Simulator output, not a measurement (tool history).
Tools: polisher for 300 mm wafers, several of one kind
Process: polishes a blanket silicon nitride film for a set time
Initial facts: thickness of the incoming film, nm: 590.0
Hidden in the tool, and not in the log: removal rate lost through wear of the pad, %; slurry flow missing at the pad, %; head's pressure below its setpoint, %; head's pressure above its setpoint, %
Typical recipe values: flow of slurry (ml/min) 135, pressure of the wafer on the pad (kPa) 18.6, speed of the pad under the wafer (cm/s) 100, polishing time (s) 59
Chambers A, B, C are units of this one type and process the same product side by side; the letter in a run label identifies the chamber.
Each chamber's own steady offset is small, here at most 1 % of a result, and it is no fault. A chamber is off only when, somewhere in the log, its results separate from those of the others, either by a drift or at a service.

run,hour,flow of slurry (ml/min),pressure of the wafer on the pad (kPa),speed of the pad under the wafer (cm/s),polishing time (s),wafers polished on this pad,hours since the slurry nozzle was cleaned,hours since the head pressure was calibrated,film removed (nm)
1B,5.1,135,18.6,100,59,161,81.6,535.5,66.519
2C,10.9,135,18.6,100,59,763,336.5,245.3,64.991
# hour 15.5: chamber A: worn pad replaced by a new one
3A,16.6,135,18.6,100,59,9,247.3,454.1,62.939
4C,20.2,135,18.6,100,59,837,345.8,254.6,65.660
# hour 23.5: chamber C: slurry nozzle cleaned
5A,25.1,135,18.6,100,59,76,255.8,462.6,65.090
6B,31.7,135,18.6,100,59,373,108.2,562.1,65.459
7B,35.6,175,13.8,100,59,404,112.1,566.0,51.650
8C,39.6,175,13.8,100,59,992,16.1,274.0,48.824
9A,44.7,175,13.8,100,59,233,275.4,482.2,49.048
10A,51.1,135,22.8,100,59,284,281.8,488.6,78.926
11C,54.7,135,22.8,100,59,1112,31.2,289.1,77.203
# hour 55.2: chamber C: worn pad replaced by a new one
12B,58.6,135,22.8,100,59,587,135.1,589.0,78.919
13B,65.1,135,18.6,100,59,639,141.6,595.5,66.580
14C,71.3,135,18.6,100,59,128,47.8,305.7,62.149
15A,78.3,135,18.6,100,59,500,309.0,515.8,64.437
# hour 83.5: chamber A: worn pad replaced by a new one
16A,84.1,135,18.6,100,59,5,314.8,521.6,64.764
17C,89.6,135,18.6,100,59,274,66.1,324.0,62.276
18B,95.6,135,18.6,100,59,882,172.1,626.0,66.354
19A,99.6,135,18.6,100,59,129,330.3,537.1,63.794
20B,104.4,135,18.6,100,59,952,180.9,634.8,64.646
21C,111.3,135,18.6,100,59,447,87.8,345.7,61.902
22B,115.8,135,18.6,100,59,1043,192.3,646.2,65.704
23A,119.4,135,18.6,100,59,286,350.1,556.9,64.194
24C,124.5,135,18.6,100,59,552,101.0,358.9,59.101
25B,128.9,135,18.6,100,59,1148,205.4,659.3,64.318
26A,135.0,135,18.6,100,59,411,365.7,572.5,63.472
27C,140.8,120,23.4,100,59,682,117.3,375.2,74.902
28C,146.8,120,23.4,100,59,730,123.3,381.2,73.230
29A,151.3,120,23.4,100,59,541,382.0,588.8,79.118

The same settings go to every chamber for the next run, one line per chamber below. Forecast the results for each:
30A,156.7,100,18.6,100,59,,,,?
30B,156.7,100,18.6,100,59,,,,?
30C,156.7,100,18.6,100,59,,,,?

run,film removed (nm)
30A,60.970
30B,60.740
30C,56.046

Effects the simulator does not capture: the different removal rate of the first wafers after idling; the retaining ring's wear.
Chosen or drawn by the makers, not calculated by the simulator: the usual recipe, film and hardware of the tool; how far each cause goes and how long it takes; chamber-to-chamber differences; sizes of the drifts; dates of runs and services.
